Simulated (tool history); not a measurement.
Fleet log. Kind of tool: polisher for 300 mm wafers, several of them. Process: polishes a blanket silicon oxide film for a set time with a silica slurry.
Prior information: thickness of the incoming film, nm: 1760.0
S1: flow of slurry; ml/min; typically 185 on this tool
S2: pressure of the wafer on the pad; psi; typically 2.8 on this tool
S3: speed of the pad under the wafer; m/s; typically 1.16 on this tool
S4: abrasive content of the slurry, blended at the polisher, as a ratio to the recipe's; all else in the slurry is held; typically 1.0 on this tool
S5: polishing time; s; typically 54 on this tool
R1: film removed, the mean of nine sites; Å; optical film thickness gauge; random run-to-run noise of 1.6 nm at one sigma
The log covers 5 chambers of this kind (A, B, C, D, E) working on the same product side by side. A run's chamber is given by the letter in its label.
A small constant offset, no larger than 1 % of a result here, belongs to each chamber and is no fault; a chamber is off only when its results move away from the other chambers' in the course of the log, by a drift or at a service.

-- day=0.450 chamber C: worn pad replaced by a new one
run 1C day=0.550 | S1=185 S2=2.8 S3=1.16 S4=1.0 S5=54 | R1=1230.60
-- day=0.704 chamber A: slurry blender recalibrated
run 2E day=0.942 | S1=185 S2=2.8 S3=1.16 S4=1.0 S5=54 | R1=1216.10
-- day=0.996 chamber E: worn pad replaced by a new one
-- day=1.225 chamber C: slurry blender recalibrated
-- day=1.233 chamber A: worn pad replaced by a new one
run 3D day=1.275 | S1=185 S2=2.8 S3=1.16 S4=1.0 S5=54 | R1=1228.20
-- day=1.533 chamber D: conditioning disc replaced and pad reconditioned
run 4B day=1.825 | S1=185 S2=2.8 S3=1.16 S4=1.0 S5=54 | R1=1260.70
-- day=2.292 chamber C: conditioning disc replaced and pad reconditioned
run 5A day=2.338 | S1=185 S2=2.8 S3=1.16 S4=1.0 S5=54 | R1=1232.90
run 6A day=2.788 | S1=185 S2=2.8 S3=1.16 S4=1.0 S5=54 | R1=1242.70
-- day=3.021 chamber B: worn pad replaced by a new one
run 7B day=3.288 | S1=185 S2=2.8 S3=1.16 S4=1.0 S5=54 | R1=1269.30
-- day=3.354 chamber C: slurry nozzle cleaned
-- day=3.579 chamber E: worn pad replaced by a new one
run 8E day=3.654 | S1=185 S2=2.8 S3=1.16 S4=1.0 S5=54 | R1=1252.10
run 9C day=3.938 | S1=185 S2=2.8 S3=1.16 S4=1.0 S5=54 | R1=1234.80
-- day=4.071 chamber A: worn pad replaced by a new one
-- day=4.083 chamber D: slurry blender recalibrated
run 10D day=4.379 | S1=185 S2=2.8 S3=1.16 S4=1.0 S5=54 | R1=1242.70
-- day=4.475 chamber D: worn pad replaced by a new one
-- day=4.579 chamber A: conditioning disc replaced and pad reconditioned
-- day=4.775 chamber E: slurry nozzle cleaned
run 11D day=4.817 | S1=185 S2=2.8 S3=1.16 S4=1.0 S5=54 | R1=1249.00
-- day=4.933 chamber C: worn pad replaced by a new one
run 12E day=5.075 | S1=245 S2=2.8 S3=1.16 S4=1.0 S5=69 | R1=1627.00
run 13C day=5.342 | S1=245 S2=2.8 S3=1.16 S4=1.0 S5=69 | R1=1672.10
run 14A day=5.804 | S1=245 S2=2.8 S3=1.16 S4=1.0 S5=69 | R1=1661.90
-- day=6.312 chamber A: slurry nozzle cleaned
run 15B day=6.325 | S1=245 S2=2.8 S3=1.16 S4=1.0 S5=69 | R1=1642.50
-- day=6.446 chamber E: worn pad replaced by a new one
run 16B day=6.721 | S1=245 S2=2.8 S3=1.16 S4=1.0 S5=69 | R1=1672.50
-- day=6.921 chamber A: worn pad replaced by a new one
-- day=6.946 chamber A: slurry blender recalibrated
run 17C day=7.054 | S1=185 S2=2.8 S3=1.16 S4=1.0 S5=54 | R1=1291.70
-- day=7.250 chamber E: slurry blender recalibrated
-- day=7.383 chamber B: slurry blender recalibrated
run 18E day=7.617 | S1=185 S2=2.8 S3=1.16 S4=1.0 S5=54 | R1=1262.50
run 19A day=8.029 | S1=185 S2=2.8 S3=1.16 S4=1.0 S5=54 | R1=1250.70
-- day=8.062 chamber B: worn pad replaced by a new one
run 20D day=8.554 | S1=185 S2=2.8 S3=1.16 S4=1.0 S5=54 | R1=1277.10
run 21A day=8.896 | S1=185 S2=2.8 S3=1.16 S4=1.0 S5=54 | R1=1258.00
-- day=9.179 chamber E: worn pad replaced by a new one
run 22E day=9.200 | S1=185 S2=2.8 S3=1.16 S4=1.0 S5=54 | R1=1245.90
-- day=9.288 chamber C: worn pad replaced by a new one
run 23B day=9.721 | S1=185 S2=2.8 S3=1.16 S4=1.0 S5=54 | R1=1285.70
-- day=9.792 chamber A: worn pad replaced by a new one
-- day=9.933 chamber D: worn pad replaced by a new one
run 24C day=10.171 | S1=185 S2=2.8 S3=1.16 S4=1.0 S5=54 | R1=1242.40
run 25D day=10.629 | S1=185 S2=2.8 S3=1.16 S4=1.0 S5=54 | R1=1235.20
run 26C day=11.096 | S1=185 S2=2.8 S3=1.16 S4=1.0 S5=54 | R1=1271.70
-- day=11.467 chamber B: slurry nozzle cleaned
run 27E day=11.625 | S1=185 S2=2.8 S3=1.16 S4=1.0 S5=54 | R1=1255.70
run 28B day=12.129 | S1=185 S2=2.0 S3=1.16 S4=1.1 S5=54 | R1=945.85
-- day=12.179 chamber B: worn pad replaced by a new one
-- day=12.221 chamber A: slurry blender recalibrated
run 29A day=12.462 | S1=185 S2=2.0 S3=1.16 S4=1.1 S5=54 | R1=927.11
run 30D day=12.929 | S1=185 S2=2.0 S3=1.16 S4=1.1 S5=54 | R1=927.38
run 31B day=13.254 | S1=185 S2=2.0 S3=1.16 S4=1.1 S5=54 | R1=954.49

Which is it: a chamber that has drifted or been left off by a service, a gauge drift common to all chambers, or only each chamber's usual small offset? If a chamber is off, name it and its likeliest cause.

Neither any chamber nor the gauge drifts; the chambers differ only by their own small, steady offsets.
